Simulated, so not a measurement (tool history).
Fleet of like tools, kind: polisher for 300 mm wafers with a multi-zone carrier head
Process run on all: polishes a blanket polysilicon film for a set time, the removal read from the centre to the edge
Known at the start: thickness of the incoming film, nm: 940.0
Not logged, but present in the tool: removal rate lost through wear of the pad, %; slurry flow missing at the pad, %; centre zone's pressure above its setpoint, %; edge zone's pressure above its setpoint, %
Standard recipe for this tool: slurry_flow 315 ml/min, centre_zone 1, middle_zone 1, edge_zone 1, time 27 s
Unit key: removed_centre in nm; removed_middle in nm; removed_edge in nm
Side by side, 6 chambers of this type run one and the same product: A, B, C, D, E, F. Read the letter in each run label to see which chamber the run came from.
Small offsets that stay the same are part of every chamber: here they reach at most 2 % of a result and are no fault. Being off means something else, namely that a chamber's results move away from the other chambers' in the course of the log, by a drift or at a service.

| run | hour | slurry_flow | centre_zone | middle_zone | edge_zone | time | wafers polished on this pad | hours since the slurry nozzle was cleaned | hours since the centre zone pressure was calibrated | hours since the edge zone pressure was calibrated | removed_centre | removed_middle | removed_edge |
|---|---|---|---|---|---|---|---|---|---|---|---|---|---|
|  | 1.3 | chamber D: edge zone pressure recalibrated |
| 1E | 4.2 | 315 | 1 | 1 | 1 | 27 | 133 | 90.7 | 1134.4 | 64.5 | 280.42 | 279.18 | 279.94 |
|  | 8.2 | chamber C: worn pad replaced by a new one |
| 2D | 8.6 | 315 | 1 | 1 | 1 | 27 | 176 | 25.3 | 510.6 | 7.4 | 272.95 | 274.85 | 276.97 |
| 3A | 12.5 | 315 | 1 | 1 | 1 | 27 | 430 | 75.5 | 839.7 | 56.2 | 289.2 | 280.56 | 277.1 |
|  | 14.4 | chamber F: worn pad replaced by a new one |
| 4F | 15 | 315 | 1 | 1 | 1 | 27 | 11 | 661.6 | 866 | 124.3 | 278.3 | 280.09 | 273.08 |
| 5C | 19.4 | 315 | 1 | 1 | 1 | 27 | 189 | 354.5 | 579.9 | 1085.1 | 275.37 | 279.99 | 276.11 |
| 6B | 23.8 | 315 | 1 | 1 | 1 | 27 | 1126 | 143.3 | 449.6 | 389.2 | 272.52 | 277.7 | 273.31 |
| 7E | 27 | 315 | 1 | 1 | 1 | 27 | 517 | 113.5 | 1157.2 | 87.3 | 285.87 | 279.29 | 277.89 |
|  | 28.6 | chamber B: worn pad replaced by a new one |
| 8D | 31.1 | 315 | 1 | 1 | 0.89 | 27 | 555 | 47.8 | 533.1 | 29.9 | 273.51 | 275.06 | 262.94 |
| 9A | 33.2 | 315 | 1 | 1 | 0.89 | 27 | 778 | 96.2 | 860.4 | 76.9 | 282.17 | 279.17 | 260.48 |
| 10B | 37.5 | 315 | 1 | 1 | 0.89 | 27 | 150 | 157 | 463.3 | 402.9 | 277.95 | 281.17 | 261.72 |
|  | 41 | chamber C: slurry nozzle cleaned |
| 11F | 41.5 | 315 | 1 | 1 | 0.89 | 27 | 457 | 688.1 | 892.5 | 150.8 | 271.67 | 280.89 | 260.5 |
| 12C | 45.3 | 315 | 1 | 1 | 0.89 | 27 | 624 | 4.4 | 605.8 | 1111 | 286.81 | 283.51 | 261.33 |
| 13C | 47.4 | 315 | 1 | 1 | 0.89 | 27 | 660 | 6.5 | 607.9 | 1113.1 | 282.98 | 281.46 | 254.07 |
| 14F | 50.6 | 315 | 1 | 1 | 1 | 27 | 610 | 697.2 | 901.6 | 159.9 | 272.39 | 281.16 | 272.39 |
| 15D | 53 | 315 | 1 | 1 | 1 | 27 | 923 | 69.7 | 555 | 51.8 | 277.73 | 279.03 | 283.23 |
| 16E | 57.5 | 315 | 1 | 1 | 1 | 27 | 1030 | 144 | 1187.7 | 117.8 | 275.92 | 280.02 | 281.66 |
| 17A | 61.9 | 315 | 1 | 1 | 1 | 27 | 1261 | 124.9 | 889.1 | 105.6 | 282.56 | 281.5 | 275.22 |
|  | 63.1 | chamber F: worn pad replaced by a new one |
|  | 65 | chamber C: worn pad replaced by a new one |
| 18B | 66 | 315 | 1 | 1 | 1 | 27 | 629 | 185.5 | 491.8 | 431.4 | 271.66 | 278.78 | 275.96 |
| 19D | 69.1 | 315 | 1 | 1 | 1 | 27 | 1194 | 85.8 | 571.1 | 67.9 | 276.97 | 278.13 | 279.32 |
|  | 69.2 | chamber A: worn pad replaced by a new one |
|  | 73.1 | chamber D: worn pad replaced by a new one |
| 20E | 74 | 315 | 1 | 1 | 1 | 27 | 1307 | 160.5 | 1204.2 | 134.3 | 278.85 | 283.18 | 279.43 |
| 21B | 77.4 | 315 | 1 | 0.96 | 1 | 27 | 821 | 196.9 | 503.2 | 442.8 | 276.4 | 266.04 | 276.5 |
| 22F | 80.2 | 315 | 1 | 0.96 | 1 | 27 | 287 | 726.8 | 931.2 | 189.5 | 267.54 | 267.9 | 274.89 |
| 23A | 82.3 | 315 | 1 | 0.96 | 1 | 27 | 220 | 145.3 | 909.5 | 126 | 285.02 | 268.34 | 278.19 |
|  | 84 | chamber F: centre zone pressure recalibrated |
| 24C | 84.9 | 315 | 1 | 0.96 | 1 | 27 | 335 | 44 | 645.4 | 1150.6 | 274.17 | 275.14 | 280.86 |
|  | 85.8 | chamber E: worn pad replaced by a new one |
| 25F | 87.1 | 315 | 1 | 0.96 | 1 | 27 | 403 | 733.7 | 3.2 | 196.4 | 308.16 | 266.68 | 273.71 |
| 26E | 89.8 | 315 | 1 | 0.96 | 1 | 27 | 68 | 176.3 | 1220 | 150.1 | 283.41 | 269.51 | 282.2 |
| 27C | 94.3 | 315 | 1 | 0.89 | 1 | 27 | 493 | 53.4 | 654.8 | 1160 | 284.65 | 253.68 | 277.87 |
| 28A | 96.5 | 315 | 1 | 0.89 | 1 | 27 | 459 | 159.5 | 923.7 | 140.2 | 280.16 | 253.16 | 275.99 |
|  | 98 | chamber E: centre zone pressure recalibrated |
| 29B | 99.4 | 315 | 1 | 0.89 | 1 | 27 | 1191 | 218.9 | 525.2 | 464.8 | 272.76 | 247.51 | 273.96 |
| 30D | 102 | 315 | 1 | 0.89 | 1 | 27 | 487 | 118.7 | 604 | 100.8 | 280.58 | 244.74 | 277.16 |
| 31B | 105.8 | 315 | 1 | 0.89 | 1 | 27 | 1299 | 225.3 | 531.6 | 471.2 | 281.38 | 251.19 | 276.86 |
|  | 106.7 | chamber C: centre zone pressure recalibrated |
|  | 107.6 | chamber F: worn pad replaced by a new one |
| 32D | 109.7 | 315 | 1 | 0.89 | 1 | 27 | 616 | 126.4 | 611.7 | 108.5 | 278.98 | 244.94 | 284.33 |
| 33E | 112.9 | 315 | 1 | 1 | 1 | 27 | 456 | 199.4 | 15 | 173.2 | 282.51 | 279.86 | 280.12 |
|  | 116.3 | chamber B: worn pad replaced by a new one |
| 34F | 117.4 | 315 | 1 | 1 | 1 | 27 | 166 | 764 | 33.5 | 226.7 | 306.89 | 274.67 | 273.76 |
|  | 118.7 | chamber C: worn pad replaced by a new one |
| 35A | 121.2 | 315 | 1 | 1 | 1 | 27 | 874 | 184.2 | 948.4 | 164.9 | 285.63 | 277.71 | 276.4 |
| 36C | 125.2 | 315 | 1 | 1 | 1 | 27 | 109 | 84.3 | 18.5 | 1190.9 | 282.63 | 281.21 | 278.95 |
| 37A | 129.4 | 220 | 1.09 | 1 | 1 | 27 | 1012 | 192.4 | 956.6 | 173.1 | 302.59 | 267.01 | 265.62 |
| 38B | 133.6 | 220 | 1.09 | 1 | 1 | 27 | 292 | 253.1 | 559.4 | 499 | 292.45 | 267.53 | 265.17 |
| 39C | 137.1 | 220 | 1.09 | 1 | 1 | 27 | 309 | 96.2 | 30.4 | 1202.8 | 297.31 | 269.44 | 264.79 |
| 40D | 141.3 | 220 | 1.09 | 1 | 1 | 27 | 1148 | 158 | 643.3 | 140.1 | 289 | 267.35 | 269.25 |
| 41F | 144 | 220 | 1.09 | 1 | 1 | 27 | 613 | 790.6 | 60.1 | 253.3 | 316.39 | 265.33 | 264.3 |

Each of the 6 chambers runs these same settings next. Fill in every chamber's results:
| 42A | 147.5 | 315 | 1 | 1 | 1 | 27 |  |  |  |  | ? | ? | ? |
| 42B | 147.5 | 315 | 1 | 1 | 1 | 27 |  |  |  |  | ? | ? | ? |
| 42C | 147.5 | 315 | 1 | 1 | 1 | 27 |  |  |  |  | ? | ? | ? |
| 42D | 147.5 | 315 | 1 | 1 | 1 | 27 |  |  |  |  | ? | ? | ? |
| 42E | 147.5 | 315 | 1 | 1 | 1 | 27 |  |  |  |  | ? | ? | ? |
| 42F | 147.5 | 315 | 1 | 1 | 1 | 27 |  |  |  |  | ? | ? | ? |

| run | removed_centre | removed_middle | removed_edge |
|---|---|---|---|
| 42A | 286.55 | 281.14 | 279.29 |
| 42B | 279.36 | 276.07 | 277.02 |
| 42C | 276.28 | 281.35 | 276.11 |
| 42D | 278.15 | 275.66 | 278.87 |
| 42E | 281.7 | 278.91 | 277.03 |
| 42F | 300.26 | 277.01 | 276.26 |
